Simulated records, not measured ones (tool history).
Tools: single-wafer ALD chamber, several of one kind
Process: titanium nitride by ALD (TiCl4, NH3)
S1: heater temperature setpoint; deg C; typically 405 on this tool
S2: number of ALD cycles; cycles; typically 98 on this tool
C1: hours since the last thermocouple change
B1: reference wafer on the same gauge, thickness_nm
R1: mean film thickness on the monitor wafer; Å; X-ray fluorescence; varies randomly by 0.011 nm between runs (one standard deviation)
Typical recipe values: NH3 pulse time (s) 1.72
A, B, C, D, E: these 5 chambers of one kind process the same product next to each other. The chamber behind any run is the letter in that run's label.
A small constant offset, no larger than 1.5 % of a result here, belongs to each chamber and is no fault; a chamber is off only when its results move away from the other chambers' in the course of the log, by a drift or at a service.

run 1C hour=13.1 | S1=405 S2=98 NH3_pulse_time_(s)=1.72 | C1=1693.0 | B1=1.7814 | R1=21.908
run 2B hour=20.6 | S1=405 S2=98 NH3_pulse_time_(s)=1.72 | C1=65.3 | B1=1.7784 | R1=21.432
run 3A hour=35.8 | S1=405 S2=98 NH3_pulse_time_(s)=1.72 | C1=275.0 | B1=1.7814 | R1=22.046
run 4E hour=50.0 | S1=405 S2=98 NH3_pulse_time_(s)=1.72 | C1=2541.4 | B1=1.7786 | R1=21.675
run 5D hour=59.0 | S1=405 S2=98 NH3_pulse_time_(s)=1.72 | C1=826.9 | B1=1.7772 | R1=21.438
run 6D hour=67.6 | S1=405 S2=98 NH3_pulse_time_(s)=1.72 | C1=835.5 | B1=1.7820 | R1=21.520
-- hour=77.3 chamber E: thermocouple changed; heater temperature recalibrated
run 7C hour=80.9 | S1=405 S2=98 NH3_pulse_time_(s)=1.72 | C1=1760.8 | B1=1.7781 | R1=21.673
run 8B hour=89.8 | S1=400 S2=98 NH3_pulse_time_(s)=1.98 | C1=134.5 | B1=1.7791 | R1=21.444
run 9A hour=97.4 | S1=400 S2=98 NH3_pulse_time_(s)=1.98 | C1=336.6 | B1=1.7807 | R1=21.883
run 10E hour=105.8 | S1=400 S2=98 NH3_pulse_time_(s)=1.98 | C1=28.6 | B1=1.7808 | R1=21.607
run 11A hour=114.2 | S1=400 S2=98 NH3_pulse_time_(s)=1.98 | C1=353.4 | B1=1.7802 | R1=22.167
run 12E hour=121.5 | S1=400 S2=98 NH3_pulse_time_(s)=1.98 | C1=44.3 | B1=1.7802 | R1=21.508
run 13B hour=134.0 | S1=405 S2=98 NH3_pulse_time_(s)=1.72 | C1=178.7 | B1=1.7801 | R1=21.532
run 14C hour=145.1 | S1=405 S2=98 NH3_pulse_time_(s)=1.72 | C1=1825.0 | B1=1.7778 | R1=21.666
run 15D hour=155.7 | S1=405 S2=98 NH3_pulse_time_(s)=1.72 | C1=923.6 | B1=1.7788 | R1=21.682
run 16A hour=165.5 | S1=405 S2=98 NH3_pulse_time_(s)=1.72 | C1=404.7 | B1=1.7804 | R1=21.694
run 17B hour=175.4 | S1=405 S2=98 NH3_pulse_time_(s)=1.72 | C1=220.1 | B1=1.7790 | R1=21.508
run 18C hour=182.6 | S1=405 S2=98 NH3_pulse_time_(s)=1.72 | C1=1862.5 | B1=1.7825 | R1=21.543
run 19D hour=194.0 | S1=405 S2=98 NH3_pulse_time_(s)=2.16 | C1=961.9 | B1=1.7810 | R1=21.727
run 20E hour=202.8 | S1=405 S2=98 NH3_pulse_time_(s)=2.16 | C1=125.6 | B1=1.7783 | R1=21.752
run 21C hour=210.1 | S1=405 S2=98 NH3_pulse_time_(s)=2.16 | C1=1890.0 | B1=1.7831 | R1=21.785
run 22A hour=223.9 | S1=405 S2=98 NH3_pulse_time_(s)=2.16 | C1=463.1 | B1=1.7805 | R1=21.992
run 23B hour=238.9 | S1=405 S2=98 NH3_pulse_time_(s)=2.16 | C1=283.6 | B1=1.7791 | R1=21.718
run 24D hour=250.3 | S1=405 S2=98 NH3_pulse_time_(s)=1.72 | C1=1018.2 | B1=1.7786 | R1=21.708
run 25E hour=258.0 | S1=405 S2=98 NH3_pulse_time_(s)=1.72 | C1=180.8 | B1=1.7821 | R1=21.492
run 26B hour=269.9 | S1=405 S2=98 NH3_pulse_time_(s)=1.72 | C1=314.6 | B1=1.7807 | R1=21.495
run 27E hour=279.2 | S1=405 S2=98 NH3_pulse_time_(s)=1.72 | C1=202.0 | B1=1.7805 | R1=21.507
run 28C hour=290.5 | S1=405 S2=98 NH3_pulse_time_(s)=1.72 | C1=1970.4 | B1=1.7800 | R1=21.643
run 29A hour=305.7 | S1=405 S2=98 NH3_pulse_time_(s)=1.72 | C1=544.9 | B1=1.7784 | R1=21.927
run 30D hour=315.2 | S1=405 S2=98 NH3_pulse_time_(s)=2.05 | C1=1083.1 | B1=1.7784 | R1=21.821
run 31E hour=323.6 | S1=405 S2=98 NH3_pulse_time_(s)=2.05 | C1=246.4 | B1=1.7821 | R1=21.717
run 32C hour=333.6 | S1=405 S2=98 NH3_pulse_time_(s)=2.05 | C1=2013.5 | B1=1.7792 | R1=21.818
run 33D hour=344.4 | S1=405 S2=98 NH3_pulse_time_(s)=2.05 | C1=1112.3 | B1=1.7803 | R1=21.652

Is one chamber off against the others, does the gauge drift, or is nothing wrong? If a chamber is off, say which, and what the likeliest cause is.

No chamber stands off beyond its own small offset, and the gauge holds steady.
